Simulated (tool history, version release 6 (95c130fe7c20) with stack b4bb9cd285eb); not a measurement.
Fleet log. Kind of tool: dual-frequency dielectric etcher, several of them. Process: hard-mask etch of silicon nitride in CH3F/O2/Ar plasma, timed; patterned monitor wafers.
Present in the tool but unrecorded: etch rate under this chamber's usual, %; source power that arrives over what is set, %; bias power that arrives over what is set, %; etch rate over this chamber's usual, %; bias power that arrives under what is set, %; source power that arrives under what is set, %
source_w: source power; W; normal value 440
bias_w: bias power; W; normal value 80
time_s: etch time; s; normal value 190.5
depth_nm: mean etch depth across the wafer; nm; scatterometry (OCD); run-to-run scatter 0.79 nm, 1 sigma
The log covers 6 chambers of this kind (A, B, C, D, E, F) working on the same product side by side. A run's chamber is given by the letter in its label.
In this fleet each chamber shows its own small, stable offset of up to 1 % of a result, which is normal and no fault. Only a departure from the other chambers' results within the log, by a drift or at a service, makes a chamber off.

run	hour	source_w	bias_w	time_s	hours since the last wet clean	hours since the last source power generator calibration	hours since the last bias power generator calibration	read-back reference wafer on the same gauge, depth_nm	depth_nm
1F	9.8	440	80	190.5	152.9	1089.8	1240.6	146.13	144.32
2D	18.9	440	80	190.5	343.9	702.2	515.6	146.15	143.38
3C	29.6	440	80	190.5	335.6	3635.0	2690.9	146.19	143.09
4E	38.9	440	80	190.5	430.5	2101.9	1100.8	145.98	143.28
5B	50.1	350	80	190.5	433.1	416.1	969.1	146.00	132.09
# hour 53.5: chamber C: wet clean of the chamber
6A	55.1	350	80	190.5	160.4	1414.6	1330.6	146.11	129.73
7D	65.4	350	80	190.5	390.4	748.7	562.1	145.99	131.08
8C	73.8	350	80	190.5	20.3	3679.2	2735.1	145.98	131.35
9E	81.9	350	80	190.5	473.5	2144.9	1143.8	146.16	132.18
10B	89.5	350	80	190.5	472.5	455.5	1008.5	145.96	131.89
11F	94.6	440	80	190.5	237.7	1174.6	1325.4	146.02	143.04
12A	105.2	440	80	190.5	210.5	1464.7	1380.7	145.90	141.62
13C	113.0	440	80	190.5	59.5	3718.4	2774.3	145.96	143.28
14F	121.6	440	80	190.5	264.7	1201.6	1352.4	146.19	143.68
15D	128.8	440	80	190.5	453.8	812.1	625.5	146.18	142.87
# hour 135.5: chamber B: wet clean of the chamber
# hour 135.5: chamber E: wet clean of the chamber
# hour 136.5: chamber D: wet clean of the chamber
16A	137.3	440	80	190.5	242.6	1496.8	1412.8	146.15	141.54
17B	144.2	440	80	190.5	8.7	510.2	1063.2	146.11	143.21
18E	153.5	440	80	190.5	18.1	2216.5	1215.4	145.97	144.92
19F	160.8	440	80	190.5	303.9	1240.8	1391.6	145.86	144.16
20B	167.2	440	80	190.5	31.7	533.2	1086.2	145.88	143.79
21C	174.7	440	80	190.5	121.2	3780.1	2836.0	145.88	142.99
22D	184.6	440	80	190.5	48.1	867.9	681.3	145.88	148.59
23A	194.3	440	80	190.5	299.6	1553.8	1469.8	145.80	141.77
24E	204.0	440	80	190.5	68.6	2267.0	1265.9	145.88	142.37
25F	213.6	440	80	190.5	356.7	1293.6	1444.4	145.81	142.96
26C	224.8	440	80	190.5	171.3	3830.2	2886.1	146.10	142.66
27D	233.0	440	80	190.5	96.5	916.3	729.7	145.81	150.96
28A	240.3	440	80	190.5	345.6	1599.8	1515.8	145.89	142.76
29B	246.8	440	68	190.5	111.3	612.8	1165.8	145.92	135.88
30E	257.7	440	68	190.5	122.3	2320.7	1319.6	146.13	134.79
31A	264.6	440	68	190.5	369.9	1624.1	1540.1	146.04	133.83
32C	273.5	440	68	190.5	220.0	3878.9	2934.8	145.85	136.04
33B	283.0	440	68	190.5	147.5	649.0	1202.0	146.01	135.98
34F	294.0	440	68	190.5	437.1	1374.0	1524.8	145.88	137.87
35D	299.4	440	88	190.5	162.9	982.7	796.1	146.01	155.82
36E	309.1	440	88	190.5	173.7	2372.1	1371.0	145.95	150.11
37A	316.4	440	88	190.5	421.7	1675.9	1591.9	145.93	147.26

Decide between three cases: one chamber stands off from its peers, the gauge reading all wafers drifts, or nothing is wrong past each chamber's small offset. Where a chamber is off, say which and what most likely put it there.

After it was serviced, chamber D no longer matches the other chambers.
Cause: etch rate over this chamber's usual, % = 5.05.

Here are 4 candidates for chamber D's next run, each the usual settings with a change, their results left as question marks. Which one brings its results back in line with what the others give on the usual settings?
A result is in line if it is within this distance of the other chambers' mean on the usual settings: depth_nm 2.80 nm
38D-1	324.6	440	81	198.5					?
38D-2	324.6	410	75	190.5					?
38D-3	324.6	440	80	193.0					?
38D-4	324.6	440	80	188.0					?

Other chambers, usual settings, mean: depth_nm 143.17 nm
run	depth_nm
38D-1	157.69
38D-2	143.46
38D-3	152.65
38D-4	148.70
38D-2 brings the chamber back in line.
